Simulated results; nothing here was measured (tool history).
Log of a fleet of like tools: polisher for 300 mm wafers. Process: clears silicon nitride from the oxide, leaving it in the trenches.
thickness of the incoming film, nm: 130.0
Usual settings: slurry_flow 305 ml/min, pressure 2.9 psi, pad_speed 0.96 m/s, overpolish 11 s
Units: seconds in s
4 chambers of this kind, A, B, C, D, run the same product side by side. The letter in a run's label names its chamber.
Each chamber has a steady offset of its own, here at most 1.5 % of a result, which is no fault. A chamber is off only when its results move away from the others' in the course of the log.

run	hour	slurry_flow	pressure	pad_speed	overpolish	seconds
1B	4.7	305	2.9	0.96	11	136.79
2C	8.9	305	2.9	0.96	11	139.38
3D	13.9	305	2.9	0.96	11	136.76
4A	18	305	2.9	0.96	11	134.2
5B	23	305	2.9	0.96	11	136.52
6C	28.5	305	3.6	0.96	11	111.15
# hour 32.7: chamber B: worn pad replaced by a new one
7A	33.3	305	3.6	0.96	11	108.59
8D	40.6	305	3.6	0.96	11	111.02
9B	46.3	305	3.6	0.96	11	110.53
# hour 47.2: chamber C: worn pad replaced by a new one
10C	51.8	305	2.9	0.96	11	140.09
11A	56.8	305	2.9	0.96	11	134.9
12D	61.8	305	2.9	0.96	11	137.59
13A	69.2	305	2.9	0.96	11	134.21
14C	75.3	305	2.9	0.96	11	136.89
15B	79.7	305	2.9	0.96	11	138.77
16D	83.5	305	2.9	0.96	11	138.16
# hour 89.7: chamber C: slurry nozzle cleaned
17A	90.1	255	2.1	0.96	11	194.26
18C	97.5	255	2.1	0.96	11	193.13
19D	103.8	255	2.1	0.96	11	192.17
# hour 105.8: chamber B: worn pad replaced by a new one
20B	111.7	255	2.1	0.96	11	196.25
21B	117.4	305	2.9	0.96	11	136.19
22C	121.9	305	2.9	0.96	11	137.99
23D	127.1	305	2.9	0.96	11	137.63
# hour 131.7: chamber D: worn pad replaced by a new one
24A	133	305	2.9	0.68	11	199.54
25D	138.1	305	2.9	0.68	11	191.25
26B	145.1	305	2.9	0.68	11	194.32
27C	151.3	305	2.9	0.68	11	190.77
# hour 157.8: chamber C: worn pad replaced by a new one
28A	158.5	305	2.9	0.96	11	145.88
29A	163.4	305	2.9	0.96	11	144.4
30C	169	305	2.9	0.96	11	138.62
31B	176.6	305	2.9	1.28	11	101.86
# hour 178.7: chamber B: slurry nozzle cleaned
32D	183.1	305	2.9	1.28	11	104.26
# hour 183.9: chamber B: worn pad replaced by a new one
33B	190.9	305	2.9	1.28	11	101.73
34D	197.5	305	2.9	1.28	11	102.52
35C	205	305	2.9	0.96	11	138.02

What goes on in this fleet: one chamber off, a drifting gauge, or nothing beyond the chambers' own small offsets? Name the chamber and the cause, if any.

Chamber A drifts away from the others.
Cause: removal rate lost through wear of the pad, % = 9.04.
The log may not tell that from: head's pressure below its setpoint, %.

Here are 4 candidates for chamber A's next run, each the usual settings with a change, their results left as question marks. Which one brings its results back in line with what the others give on the usual settings?
In line means no further than this from the other chambers' mean on the usual settings: seconds 4.8 s
36A-1	210.7	305	3	1	11	?
36A-2	210.7	305	2.9	1.1	11	?
36A-3	210.7	305	2.7	0.88	11	?
36A-4	210.7	305	2.8	0.92	11	?

The other chambers' mean on the usual settings: seconds 137.22 s
run	seconds
36A-1	137.79
36A-2	129.59
36A-3	173.68
36A-4	160.29
36A-1 brings the chamber back in line.
